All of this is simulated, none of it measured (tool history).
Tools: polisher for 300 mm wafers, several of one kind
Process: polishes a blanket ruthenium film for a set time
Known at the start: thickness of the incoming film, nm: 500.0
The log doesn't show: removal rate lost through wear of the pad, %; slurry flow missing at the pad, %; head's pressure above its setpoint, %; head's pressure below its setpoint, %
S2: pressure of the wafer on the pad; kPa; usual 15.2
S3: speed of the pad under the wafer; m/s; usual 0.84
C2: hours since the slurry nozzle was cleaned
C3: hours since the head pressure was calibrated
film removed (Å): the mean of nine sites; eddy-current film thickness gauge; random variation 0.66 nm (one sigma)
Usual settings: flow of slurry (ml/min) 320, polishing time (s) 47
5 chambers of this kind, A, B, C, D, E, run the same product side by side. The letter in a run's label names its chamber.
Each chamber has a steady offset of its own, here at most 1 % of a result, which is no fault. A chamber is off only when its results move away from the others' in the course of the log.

At hour 0.9: chamber C: worn pad replaced by a new one.
Run 1D, hour 12.9: usual settings; wafers polished on this pad 1004; C2 305.5; C3 470.3. Result: film removed (Å) 567.49.
Run 2E, hour 26.4: usual settings; wafers polished on this pad 238; C2 129.5; C3 950.5. Result: film removed (Å) 563.81.
At hour 31.2: chamber D: worn pad replaced by a new one.
Run 3C, hour 33.6: usual settings; wafers polished on this pad 222; C2 325.6; C3 849.3. Result: film removed (Å) 567.01.
Run 4A, hour 39.9: usual settings; wafers polished on this pad 518; C2 443.1; C3 110.8. Result: film removed (Å) 559.97.
At hour 47.6: chamber A: worn pad replaced by a new one.
Run 5B, hour 51.8: usual settings; wafers polished on this pad 409; C2 86.9; C3 340.4. Result: film removed (Å) 573.09.
Run 6C, hour 65: usual settings; wafers polished on this pad 436; C2 357; C3 880.7. Result: film removed (Å) 566.03.
Run 7E, hour 78.6: usual settings; wafers polished on this pad 594; C2 181.7; C3 1002.7. Result: film removed (Å) 559.53.
Run 8B, hour 91.7: usual settings; wafers polished on this pad 681; C2 126.8; C3 380.3. Result: film removed (Å) 560.7.
At hour 92.7: chamber B: worn pad replaced by a new one.
Run 9A, hour 102.9: usual settings; wafers polished on this pad 376; C2 506.1; C3 173.8. Result: film removed (Å) 553.06.
At hour 108.1: chamber C: worn pad replaced by a new one.
Run 10D, hour 112.4: usual settings; wafers polished on this pad 552; C2 405; C3 569.8. Result: film removed (Å) 560.64.
Run 11C, hour 121.4: usual settings; wafers polished on this pad 90; C2 413.4; C3 937.1. Result: film removed (Å) 574.33.
Run 12A, hour 129.4: usual settings; wafers polished on this pad 556; C2 532.6; C3 200.3. Result: film removed (Å) 581.43.
At hour 130.9: chamber A: worn pad replaced by a new one.
At hour 133.9: chamber A: slurry nozzle cleaned.
Run 13B, hour 136.6: usual settings; wafers polished on this pad 299; C2 171.7; C3 425.2. Result: film removed (Å) 566.95.
Run 14D, hour 143.1: usual settings; wafers polished on this pad 761; C2 435.7; C3 600.5. Result: film removed (Å) 558.13.
Run 15E, hour 156.1: usual settings; wafers polished on this pad 1121; C2 259.2; C3 1080.2. Result: film removed (Å) 566.91.
At hour 159.8: chamber E: worn pad replaced by a new one.
At hour 161.8: chamber E: head pressure recalibrated.
Run 16E, hour 167.1: usual settings; wafers polished on this pad 49; C2 270.2; C3 5.3. Result: film removed (Å) 532.89.
Run 17C, hour 180.4: usual settings; wafers polished on this pad 492; C2 472.4; C3 996.1. Result: film removed (Å) 560.24.
Run 18A, hour 190.7: usual settings; wafers polished on this pad 407; C2 56.8; C3 261.6. Result: film removed (Å) 558.01.
At hour 195.1: chamber C: head pressure recalibrated.
At hour 204.7: chamber D: worn pad replaced by a new one.
Run 19D, hour 204.7: usual settings; wafers polished on this pad 0; C2 497.3; C3 662.1. Result: film removed (Å) 549.17.
Run 20B, hour 212.4: usual settings; wafers polished on this pad 814; C2 247.5; C3 501. Result: film removed (Å) 553.63.
At hour 214.1: chamber C: worn pad replaced by a new one.
At hour 215.3: chamber B: worn pad replaced by a new one.
At hour 220.7: chamber A: worn pad replaced by a new one.
Run 21E, hour 224.1: usual settings; wafers polished on this pad 437; C2 327.2; C3 62.3. Result: film removed (Å) 527.67.
Run 22B, hour 236.4: usual settings; wafers polished on this pad 143; C2 271.5; C3 525. Result: film removed (Å) 564.9.
Run 23C, hour 248: usual settings; wafers polished on this pad 231; C2 540; C3 52.9. Result: film removed (Å) 569.21.
Run 24A, hour 261.7: usual settings; wafers polished on this pad 278; C2 127.8; C3 332.6. Result: film removed (Å) 553.15.
Run 25D, hour 271.8: usual settings but S3 1.02 m/s; wafers polished on this pad 456; C2 564.4; C3 729.2. Result: film removed (Å) 686.25.
Run 26B, hour 280.4: usual settings but S3 1.02 m/s; wafers polished on this pad 442; C2 315.5; C3 569. Result: film removed (Å) 671.51.
Run 27A, hour 293.9: usual settings but S3 1.02 m/s; wafers polished on this pad 498; C2 160; C3 364.8. Result: film removed (Å) 685.99.
At hour 302.4: chamber A: worn pad replaced by a new one.
Run 28E, hour 308: usual settings but S3 1.02 m/s; wafers polished on this pad 1008; C2 411.1; C3 146.2. Result: film removed (Å) 637.27.
At hour 316: chamber C: worn pad replaced by a new one.
Run 29C, hour 316.2: usual settings but S3 1.02 m/s; wafers polished on this pad 1; C2 608.2; C3 121.1. Result: film removed (Å) 695.8.
Run 30D, hour 325.7: usual settings; wafers polished on this pad 823; C2 618.3; C3 783.1. Result: film removed (Å) 550.34.
Run 31C, hour 332.6: usual settings; wafers polished on this pad 113; C2 624.6; C3 137.5. Result: film removed (Å) 561.57.
At hour 333.6: chamber B: worn pad replaced by a new one.
At hour 341.7: chamber E: worn pad replaced by a new one.
Run 32E, hour 345: usual settings; wafers polished on this pad 22; C2 448.1; C3 183.2. Result: film removed (Å) 526.88.
Run 33B, hour 353.7: usual settings; wafers polished on this pad 136; C2 388.8; C3 642.3. Result: film removed (Å) 556.28.
Run 34D, hour 360.9: usual settings; wafers polished on this pad 1062; C2 653.5; C3 818.3. Result: film removed (Å) 557.05.
Run 35A, hour 372.4: usual settings; wafers polished on this pad 476; C2 238.5; C3 443.3. Result: film removed (Å) 562.83.
At hour 374.1: chamber D: worn pad replaced by a new one.
Run 36E, hour 381.7: usual settings; wafers polished on this pad 272; C2 484.8; C3 219.9. Result: film removed (Å) 521.65.
Run 37D, hour 395: usual settings; wafers polished on this pad 142; C2 687.6; C3 852.4. Result: film removed (Å) 547.47.
Run 38B, hour 409: usual settings; wafers polished on this pad 513; C2 444.1; C3 697.6. Result: film removed (Å) 566.87.

What goes on in this fleet: one chamber off, a drifting gauge, or nothing beyond the chambers' own small offsets? Name the chamber and the cause, if any.

A service left chamber E off against the others.
Cause: head's pressure below its setpoint, % = 6.

Here are 4 candidates for chamber E's next run, each the usual settings with a change, their results left as question marks. Which one brings its results back in line with what the others give on the usual settings?
In line means no further than this from the other chambers' mean on the usual settings: film removed (Å) 23
Run 39E-1, hour 419.3: usual settings but S2 15.9 kPa, S3 0.88 m/s, polishing time (s) 49. Result: film removed (Å) ?.
Run 39E-2, hour 419.3: usual settings but S3 0.78 m/s, polishing time (s) 44. Result: film removed (Å) ?.
Run 39E-3, hour 419.3: usual settings but S2 15.9 kPa, polishing time (s) 48. Result: film removed (Å) ?.
Run 39E-4, hour 419.3: usual settings but S3 0.82 m/s, polishing time (s) 46. Result: film removed (Å) ?.

The other chambers' mean on the usual settings: film removed (Å) 562.06
  run  film removed (Å)
39E-1            603.17
39E-2            459.91
39E-3            564.39
39E-4            505.07
39E-3 brings the chamber back in line.
